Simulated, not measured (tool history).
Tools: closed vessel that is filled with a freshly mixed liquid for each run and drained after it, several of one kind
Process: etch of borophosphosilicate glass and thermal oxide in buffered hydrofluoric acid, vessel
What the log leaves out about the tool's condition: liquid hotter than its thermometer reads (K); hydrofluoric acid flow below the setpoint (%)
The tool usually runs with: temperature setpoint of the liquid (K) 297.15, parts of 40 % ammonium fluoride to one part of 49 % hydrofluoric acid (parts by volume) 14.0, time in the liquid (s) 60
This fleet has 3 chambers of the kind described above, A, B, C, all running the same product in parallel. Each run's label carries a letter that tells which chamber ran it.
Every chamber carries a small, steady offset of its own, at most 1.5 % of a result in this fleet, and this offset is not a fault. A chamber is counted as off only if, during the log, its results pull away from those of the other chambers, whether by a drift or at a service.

run	day	temperature setpoint of the liquid (K)	parts of 40 % ammonium fluoride to one part of 49 % hydrofluoric acid (parts by volume)	time in the liquid (s)	hours since the thermometer was replaced	hours since the hydrofluoric acid flow meter was replaced	read-back film thickness of the borophosphosilicate glass reference wafer, read on the same gauge (nm)	read-back film thickness of the thermal oxide reference wafer, read on the same gauge (nm)	thickness taken off the borophosphosilicate glass on a monitor wafer (angstrom)	thickness taken off the thermal oxide on a monitor wafer (angstrom)
1A	0.371	297.15	14.0	60	625.4	1647.4	49.963	120.00	928.39	513.14
2B	0.592	297.15	14.0	60	1034.7	440.0	49.962	120.00	917.20	515.38
3C	0.838	297.15	14.0	60	1264.1	545.4	49.957	120.06	936.36	519.62
4B	1.171	297.15	14.0	60	1048.6	453.9	50.031	120.03	917.62	509.07
5A	1.604	297.15	14.0	60	655.0	1677.0	50.009	120.00	928.43	519.53
6C	1.971	297.15	14.0	60	1291.3	572.6	50.033	119.95	923.47	502.33
7A	2.283	297.15	14.0	60	671.3	1693.3	49.988	120.01	922.97	521.06
8B	2.512	297.15	14.0	60	1080.8	486.1	49.982	119.98	926.22	517.88
9C	2.704	297.15	14.0	60	1308.9	590.2	50.005	120.00	927.50	523.95
10C	3.062	297.15	14.0	60	1317.5	598.8	50.030	119.97	929.95	517.23
11B	3.458	297.15	14.0	60	1103.5	508.8	49.972	119.99	922.74	505.03
12A	3.771	297.15	14.0	60	707.0	1729.0	50.003	120.01	930.79	522.43
13B	4.162	297.15	14.0	60	1120.4	525.7	49.998	120.00	923.47	510.16
14C	4.529	297.15	14.0	60	1352.7	634.0	49.963	119.99	926.87	515.14
15A	4.762	297.15	14.0	60	730.8	1752.8	50.006	119.99	932.63	520.56
16C	5.142	297.15	14.0	60	1367.4	648.7	50.040	120.04	930.36	517.58
17A	5.538	297.15	11.0	60	749.4	1771.4	49.993	119.99	1176.90	663.23
18B	5.979	297.15	11.0	60	1164.0	569.3	50.014	119.99	1174.50	656.02
19C	6.371	297.15	11.0	60	1396.9	678.2	50.017	120.04	1183.90	652.50
20A	6.612	297.15	14.0	60	775.2	1797.2	50.002	120.01	933.50	516.05
21B	6.958	301.65	14.0	40	1187.5	592.8	49.993	120.01	780.61	431.21
22A	7.196	301.65	14.0	40	789.2	1811.2	50.001	120.00	787.75	443.86
23B	7.508	301.65	14.0	40	1200.7	606.0	49.979	120.02	783.39	426.25
# day 7.825: chamber B: thermometer replaced
24C	7.842	297.15	14.0	60	1432.2	713.5	49.993	120.02	930.44	509.98
25C	8.079	297.15	14.0	60	1437.9	719.2	49.997	119.97	926.13	515.20
26B	8.321	297.15	14.0	60	11.9	625.5	49.985	120.04	919.85	498.25
27A	8.596	297.15	12.5	60	822.8	1844.8	50.033	120.00	1043.70	573.54
28B	8.817	297.15	12.5	60	23.8	637.4	50.023	120.03	1031.90	565.25
29C	9.025	297.15	12.5	60	1460.6	741.9	50.034	120.01	1037.00	573.82
30A	9.354	301.65	9.5	60	841.0	1863.0	50.000	119.99	1707.60	955.72
31A	9.704	301.65	9.5	60	849.4	1871.4	49.996	120.00	1703.40	936.99
32B	10.133	301.65	9.5	60	55.4	669.0	50.008	119.99	1687.50	944.00
33C	10.554	297.15	14.0	60	1497.3	778.6	50.030	120.01	930.40	516.61
34C	10.779	297.15	14.0	60	1502.7	784.0	50.016	120.01	926.03	508.70
35B	11.075	297.15	14.0	60	78.0	691.6	50.014	119.97	921.55	516.37
36A	11.283	297.15	14.0	60	887.3	1909.3	49.993	119.99	924.62	512.91
37A	11.629	297.15	14.0	60	895.6	1917.6	50.015	119.99	927.16	521.99

For the next run the whole fleet of 3 chambers uses the same settings. Give each chamber's results:
38A	11.946	297.15	14.0	45					?	?
38B	11.946	297.15	14.0	45					?	?
38C	11.946	297.15	14.0	45					?	?

run	thickness taken off the borophosphosilicate glass on a monitor wafer (angstrom)	thickness taken off the thermal oxide on a monitor wafer (angstrom)
38A	692.73	387.69
38B	687.13	383.07
38C	694.74	388.79
